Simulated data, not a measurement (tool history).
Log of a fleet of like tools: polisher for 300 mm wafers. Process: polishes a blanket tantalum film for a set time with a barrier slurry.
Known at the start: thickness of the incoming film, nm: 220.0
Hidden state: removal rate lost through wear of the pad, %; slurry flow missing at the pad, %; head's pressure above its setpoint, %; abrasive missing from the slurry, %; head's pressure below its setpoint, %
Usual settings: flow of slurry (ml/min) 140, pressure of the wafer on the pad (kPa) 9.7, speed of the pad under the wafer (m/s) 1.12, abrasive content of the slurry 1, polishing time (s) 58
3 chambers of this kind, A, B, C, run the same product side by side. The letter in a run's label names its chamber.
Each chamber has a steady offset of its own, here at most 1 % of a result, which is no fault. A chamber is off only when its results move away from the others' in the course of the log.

run   hour  flow of slurry (ml/min)  pressure of the wafer on the pad (kPa)  speed of the pad under the wafer (m/s)  abrasive content of the slurry  polishing time (s)  wafers polished on this pad  hours since the slurry nozzle was cleaned  hours since the head pressure was calibrated  hours since the slurry blender was calibrated  film removed (Å)
       3.9  -- chamber A: worn pad replaced by a new one
 1A    6.6                      140                                     9.7                                    1.12                               1                  58                           30                                      617.0                                         516.5                                          237.0            658.41
 2B   14.2                      140                                     9.7                                    1.12                               1                  58                          410                                      643.4                                         252.9                                           90.7            649.92
 3C   22.0                      140                                     9.7                                    1.12                               1                  58                          875                                      505.7                                         288.3                                          120.4            627.30
 4C   29.3                      140                                     9.7                                    1.12                               1                  58                          956                                      513.0                                         295.6                                          127.7            639.19
      29.6  -- chamber C: slurry blender recalibrated
 5A   34.5                      140                                     9.7                                    1.12                               1                  58                          340                                      644.9                                         544.4                                          264.9            643.38
 6B   37.9                      140                                     9.7                                    1.12                               1                  58                          674                                      667.1                                         276.6                                          114.4            651.65
 7B   41.5                      140                                     9.7                                    1.12                               1                  58                          714                                      670.7                                         280.2                                          118.0            651.33
      46.2  -- chamber C: worn pad replaced by a new one
 8C   47.5                      140                                     9.7                                    1.12                               1                  58                           15                                      531.2                                         313.8                                           18.0            652.81
 9A   51.8                      140                                     9.7                                    1.12                               1                  58                          532                                      662.2                                         561.7                                          282.2            650.57
      52.2  -- chamber C: slurry nozzle cleaned
      57.7  -- chamber A: worn pad replaced by a new one
10C   57.8                      140                                     9.7                                    1.12                               1                  58                          129                                        5.6                                         324.1                                           28.3            638.93
11B   65.5                      140                                     9.7                                    1.12                               1                  58                          980                                      694.7                                         304.2                                          142.0            649.86
12A   71.8                      140                                     9.7                                    1.12                               1                  58                          156                                      682.2                                         581.7                                          302.2            636.07
13A   76.1                      140                                     9.7                                    1.12                               1                  58                          204                                      686.5                                         586.0                                          306.5            652.64
      76.5  -- chamber B: worn pad replaced by a new one
14C   79.9                      140                                     9.7                                    1.12                               1                  58                          375                                       27.7                                         346.2                                           50.4            636.22
15B   85.9                      140                                     9.7                                    1.12                               1                  58                          104                                      715.1                                         324.6                                          162.4            647.09
      89.8  -- chamber B: slurry blender recalibrated
16B   92.9                      140                                     9.7                                    1.12                               1                  58                          182                                      722.1                                         331.6                                            3.2            652.08
17A   97.9                      140                                     9.7                                    1.12                               1                  58                          446                                      708.3                                         607.8                                          328.3            643.31
     103.1  -- chamber A: worn pad replaced by a new one
18C  103.7                      140                                     9.7                                    1.12                               1                  58                          639                                       51.5                                         370.0                                           74.2            647.45
19A  109.3                      140                                     9.7                                    1.12                               1                  58                           69                                      719.7                                         619.2                                          339.7            635.98
     111.7  -- chamber B: head pressure recalibrated
20B  114.6                      140                                     9.7                                    1.12                               1                  58                          423                                      743.8                                           3.0                                           24.9            580.03
     115.0  -- chamber B: slurry nozzle cleaned
21C  119.2                      140                                     9.7                                    1.12                               1                  58                          811                                       67.0                                         385.5                                           89.7            648.91
22A  125.0                      100                                     9.7                                    0.78                               1                  58                          243                                      735.4                                         634.9                                          355.4            418.85
23C  129.5                      100                                     9.7                                    0.78                               1                  58                          926                                       77.3                                         395.8                                          100.0            417.93
     129.7  -- chamber C: slurry blender recalibrated
24B  133.2                      100                                     9.7                                    0.78                               1                  58                          630                                       18.2                                          21.6                                           43.5            380.37
25C  140.9                      140                                     9.7                                    1.12                               1                  58                         1052                                       88.7                                         407.2                                           11.3            648.11
     141.0  -- chamber A: slurry nozzle cleaned
26A  145.7                      140                                     9.7                                    1.12                               1                  58                          473                                        4.8                                         655.6                                          376.1            635.20
27B  153.3                      140                                     9.7                                    1.12                               1                  58                          853                                       38.3                                          41.7                                           63.6            581.34
     153.4  -- chamber A: worn pad replaced by a new one
     153.5  -- chamber C: worn pad replaced by a new one
28C  159.6                      140                                     9.7                                    1.12                               1                  58                           68                                      107.4                                         425.9                                           30.0            642.35
29B  166.3                      140                                     9.7                                    1.12                               1                  76                          998                                       51.3                                          54.7                                           76.6            778.46
30A  172.9                      140                                     9.7                                    1.12                               1                  76                          217                                       32.0                                         682.8                                          403.3            831.26
31A  179.3                      140                                     9.7                                    1.12                               1                  76                          288                                       38.4                                         689.2                                          409.7            849.38
32C  186.2                      140                                     9.7                                    1.12                               1                  58                          363                                      134.0                                         452.5                                           56.6            646.85

All 3 chambers run these settings next. Forecast each chamber's results:
33A  191.7                      140                                     9.7                                    1.12                               1                  58                                                                                                                                                                                      ?
33B  191.7                      140                                     9.7                                    1.12                               1                  58                                                                                                                                                                                      ?
33C  191.7                      140                                     9.7                                    1.12                               1                  58                                                                                                                                                                                      ?

run  film removed (Å)
33A            655.25
33B            566.48
33C            656.34

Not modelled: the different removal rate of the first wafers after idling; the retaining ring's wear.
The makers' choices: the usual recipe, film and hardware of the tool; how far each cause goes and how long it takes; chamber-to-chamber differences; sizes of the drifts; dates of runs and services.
